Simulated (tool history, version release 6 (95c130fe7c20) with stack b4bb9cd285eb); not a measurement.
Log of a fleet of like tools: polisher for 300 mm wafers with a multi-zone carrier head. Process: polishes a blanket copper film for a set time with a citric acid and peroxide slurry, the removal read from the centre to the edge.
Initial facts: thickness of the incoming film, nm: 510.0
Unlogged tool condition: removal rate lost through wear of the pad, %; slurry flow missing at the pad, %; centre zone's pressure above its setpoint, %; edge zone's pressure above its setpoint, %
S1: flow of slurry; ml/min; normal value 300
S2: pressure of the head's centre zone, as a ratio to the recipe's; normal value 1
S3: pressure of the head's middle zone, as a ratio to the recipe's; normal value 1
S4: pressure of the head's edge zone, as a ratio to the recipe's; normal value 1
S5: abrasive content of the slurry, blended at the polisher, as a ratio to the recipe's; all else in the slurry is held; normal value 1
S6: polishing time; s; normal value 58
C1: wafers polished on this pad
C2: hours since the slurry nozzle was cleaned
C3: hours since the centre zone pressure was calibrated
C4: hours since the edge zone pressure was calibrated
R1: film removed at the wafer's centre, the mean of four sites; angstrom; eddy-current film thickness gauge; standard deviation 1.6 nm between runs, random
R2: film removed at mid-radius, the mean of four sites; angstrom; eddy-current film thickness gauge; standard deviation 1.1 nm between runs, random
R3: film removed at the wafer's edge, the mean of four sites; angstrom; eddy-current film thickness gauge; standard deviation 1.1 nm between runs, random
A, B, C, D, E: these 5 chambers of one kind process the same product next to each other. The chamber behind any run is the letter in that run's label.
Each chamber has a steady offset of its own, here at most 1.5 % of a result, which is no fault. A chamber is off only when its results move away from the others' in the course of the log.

-- hour=2.9 chamber D: edge zone pressure recalibrated
run 1B hour=8.6 | S1=300 S2=1 S3=1 S4=1 S5=1 S6=58 | C1=214 C2=360.5 C3=165.7 C4=137.4 | R1=1643.7 R2=1661.8 R3=1633.6
run 2D hour=16.1 | S1=300 S2=1 S3=1 S4=1 S5=1 S6=58 | C1=657 C2=492.6 C3=92.7 C4=13.3 | R1=1611.3 R2=1662.2 R3=1597.5
-- hour=17.7 chamber E: worn pad replaced by a new one
-- hour=19 chamber A: worn pad replaced by a new one
-- hour=26.7 chamber D: worn pad replaced by a new one
run 3E hour=27.4 | S1=300 S2=1 S3=1 S4=1 S5=1 S6=58 | C1=151 C2=213.1 C3=637.9 C4=295.8 | R1=1620.5 R2=1637.4 R3=1654.2
run 4A hour=35.7 | S1=300 S2=1 S3=1 S4=1 S5=1 S6=58 | C1=260 C2=227.9 C3=145.8 C4=376.8 | R1=1656.3 R2=1626.8 R3=1645.5
-- hour=38.8 chamber C: worn pad replaced by a new one
run 5C hour=43.8 | S1=300 S2=1 S3=1 S4=1 S5=1 S6=58 | C1=78 C2=493.9 C3=764.8 C4=98.1 | R1=1621.3 R2=1649.6 R3=1650.8
-- hour=48.7 chamber C: slurry nozzle cleaned
run 6A hour=53.6 | S1=300 S2=1 S3=1 S4=0.96 S5=1 S6=50 | C1=537 C2=245.8 C3=163.7 C4=394.7 | R1=1422.7 R2=1395.7 R3=1373.6
-- hour=56 chamber B: slurry nozzle cleaned
run 7D hour=61.4 | S1=300 S2=1 S3=1 S4=0.96 S5=1 S6=50 | C1=539 C2=537.9 C3=138 C4=58.6 | R1=1396.7 R2=1431.4 R3=1349.8
run 8E hour=66.8 | S1=300 S2=1 S3=1 S4=0.96 S5=1 S6=50 | C1=762 C2=252.5 C3=677.3 C4=335.2 | R1=1414.8 R2=1404.5 R3=1389.8
-- hour=74 chamber E: worn pad replaced by a new one
-- hour=75.7 chamber B: worn pad replaced by a new one
run 9B hour=76.3 | S1=300 S2=1 S3=1 S4=0.96 S5=1 S6=50 | C1=9 C2=20.4 C3=233.4 C4=205.1 | R1=1440.5 R2=1428.9 R3=1383.7
-- hour=78.8 chamber D: worn pad replaced by a new one
run 10C hour=82.2 | S1=300 S2=1 S3=1 S4=0.96 S5=1 S6=50 | C1=674 C2=33.6 C3=803.2 C4=136.5 | R1=1391.9 R2=1403.2 R3=1387
run 11E hour=91.7 | S1=300 S2=1 S3=1 S4=0.88 S5=0.85 S6=58 | C1=274 C2=277.4 C3=702.2 C4=360.1 | R1=1560.5 R2=1581.1 R3=1502.6
-- hour=93.1 chamber A: worn pad replaced by a new one
run 12D hour=97.7 | S1=300 S2=1 S3=1 S4=0.88 S5=0.85 S6=58 | C1=293 C2=574.2 C3=174.3 C4=94.9 | R1=1554.4 R2=1573.7 R3=1471.6
-- hour=98.4 chamber C: worn pad replaced by a new one
run 13C hour=106.8 | S1=300 S2=1 S3=1 S4=0.88 S5=0.85 S6=58 | C1=131 C2=58.2 C3=827.8 C4=161.1 | R1=1567.6 R2=1559.8 R3=1498.7
run 14B hour=116.1 | S1=300 S2=1 S3=1 S4=0.88 S5=0.85 S6=58 | C1=626 C2=60.2 C3=273.2 C4=244.9 | R1=1576.9 R2=1586 R3=1489.6
-- hour=122.7 chamber E: worn pad replaced by a new one
run 15A hour=126.3 | S1=300 S2=1 S3=1 S4=0.88 S5=0.85 S6=58 | C1=514 C2=318.5 C3=236.4 C4=467.4 | R1=1582.6 R2=1583.7 R3=1491.8
run 16E hour=136.4 | S1=300 S2=1 S3=1 S4=1 S5=1 S6=58 | C1=213 C2=322.1 C3=746.9 C4=404.8 | R1=1623.6 R2=1643.8 R3=1641.9
-- hour=141 chamber D: worn pad replaced by a new one
run 17A hour=145.4 | S1=300 S2=1 S3=1 S4=1 S5=1 S6=58 | C1=811 C2=337.6 C3=255.5 C4=486.5 | R1=1631.5 R2=1630.3 R3=1646.5
-- hour=148.6 chamber C: worn pad replaced by a new one
-- hour=153.8 chamber B: worn pad replaced by a new one
run 18B hour=156.3 | S1=300 S2=1 S3=1 S4=1 S5=1 S6=58 | C1=39 C2=100.4 C3=313.4 C4=285.1 | R1=1649.6 R2=1644.8 R3=1635.1
run 19C hour=163.3 | S1=300 S2=1 S3=1 S4=1 S5=1 S6=58 | C1=228 C2=114.7 C3=884.3 C4=217.6 | R1=1634 R2=1613.7 R3=1637.2
run 20D hour=169.8 | S1=390 S2=1.07 S3=1 S4=1 S5=1 S6=58 | C1=446 C2=646.3 C3=246.4 C4=167 | R1=1820.1 R2=1694.3 R3=1621
-- hour=173.3 chamber E: worn pad replaced by a new one
-- hour=173.5 chamber A: worn pad replaced by a new one
run 21E hour=179.3 | S1=390 S2=1.07 S3=1 S4=1 S5=1 S6=58 | C1=93 C2=365 C3=789.8 C4=447.7 | R1=1783.8 R2=1657 R3=1674.4
run 22D hour=189.7 | S1=390 S2=1.07 S3=1 S4=1 S5=1 S6=58 | C1=755 C2=666.2 C3=266.3 C4=186.9 | R1=1796.2 R2=1673 R3=1657.1
-- hour=195.8 chamber D: worn pad replaced by a new one
run 23A hour=198.5 | S1=390 S2=1.07 S3=1 S4=1 S5=1 S6=58 | C1=388 C2=390.7 C3=308.6 C4=539.6 | R1=1799.9 R2=1673.3 R3=1681.3
run 24B hour=208.3 | S1=390 S2=1.07 S3=1 S4=1 S5=1 S6=58 | C1=846 C2=152.4 C3=365.4 C4=337.1 | R1=1834.4 R2=1669.3 R3=1641.4
-- hour=209.4 chamber C: worn pad replaced by a new one
run 25C hour=213.5 | S1=300 S2=1 S3=1 S4=1 S5=1 S6=58 | C1=64 C2=164.9 C3=934.5 C4=267.8 | R1=1613.2 R2=1611.7 R3=1655.1
run 26B hour=220.3 | S1=300 S2=1 S3=1 S4=1 S5=1 S6=58 | C1=1032 C2=164.4 C3=377.4 C4=349.1 | R1=1631.7 R2=1639.8 R3=1605.4
-- hour=226.8 chamber E: worn pad replaced by a new one
run 27E hour=231 | S1=300 S2=1 S3=1 S4=1 S5=1 S6=58 | C1=66 C2=416.7 C3=841.5 C4=499.4 | R1=1639 R2=1649.3 R3=1650.4
run 28A hour=236 | S1=300 S2=1 S3=1 S4=1 S5=1 S6=58 | C1=969 C2=428.2 C3=346.1 C4=577.1 | R1=1634.3 R2=1625.3 R3=1643.7
-- hour=239.1 chamber B: worn pad replaced by a new one
run 29C hour=241.5 | S1=300 S2=1 S3=1 S4=1 S5=1 S6=58 | C1=499 C2=192.9 C3=962.5 C4=295.8 | R1=1616.1 R2=1613.7 R3=1656.2
-- hour=242.4 chamber D: slurry nozzle cleaned
-- hour=245.2 chamber A: worn pad replaced by a new one
-- hour=249 chamber D: worn pad replaced by a new one
run 30D hour=251 | S1=300 S2=1 S3=1 S4=1 S5=1 S6=58 | C1=31 C2=8.6 C3=327.6 C4=248.2 | R1=1644.4 R2=1633.3 R3=1599.9
run 31C hour=261.3 | S1=300 S2=1 S3=1 S4=1 S5=1 S6=58 | C1=806 C2=212.7 C3=982.3 C4=315.6 | R1=1614.7 R2=1607.6 R3=1641
run 32B hour=272.1 | S1=300 S2=1 S3=1 S4=1 S5=1 S6=58 | C1=512 C2=216.2 C3=429.2 C4=400.9 | R1=1664.8 R2=1630.5 R3=1625.9
run 33A hour=281.8 | S1=380 S2=1 S3=1 S4=1 S5=1 S6=58 | C1=568 C2=474 C3=391.9 C4=622.9 | R1=1691.8 R2=1664.6 R3=1666.4

All chambers now run identical settings, listed one chamber a line with results as question marks. What results will each chamber show?
run 34A hour=289.9 | S1=300 S2=1 S3=1 S4=1 S5=1.2 S6=58 | R1=? R2=? R3=?
run 34B hour=289.9 | S1=300 S2=1 S3=1 S4=1 S5=1.2 S6=58 | R1=? R2=? R3=?
run 34C hour=289.9 | S1=300 S2=1 S3=1 S4=1 S5=1.2 S6=58 | R1=? R2=? R3=?
run 34D hour=289.9 | S1=300 S2=1 S3=1 S4=1 S5=1.2 S6=58 | R1=? R2=? R3=?
run 34E hour=289.9 | S1=300 S2=1 S3=1 S4=1 S5=1.2 S6=58 | R1=? R2=? R3=?

run=34A R1=1697.9 R2=1693.4 R3=1703.2
run=34B R1=1706.9 R2=1701.6 R3=1693.4
run=34C R1=1637.7 R2=1671.7 R3=1709.1
run=34D R1=1720.3 R2=1692 R3=1666.7
run=34E R1=1663.5 R2=1681.8 R3=1727.2

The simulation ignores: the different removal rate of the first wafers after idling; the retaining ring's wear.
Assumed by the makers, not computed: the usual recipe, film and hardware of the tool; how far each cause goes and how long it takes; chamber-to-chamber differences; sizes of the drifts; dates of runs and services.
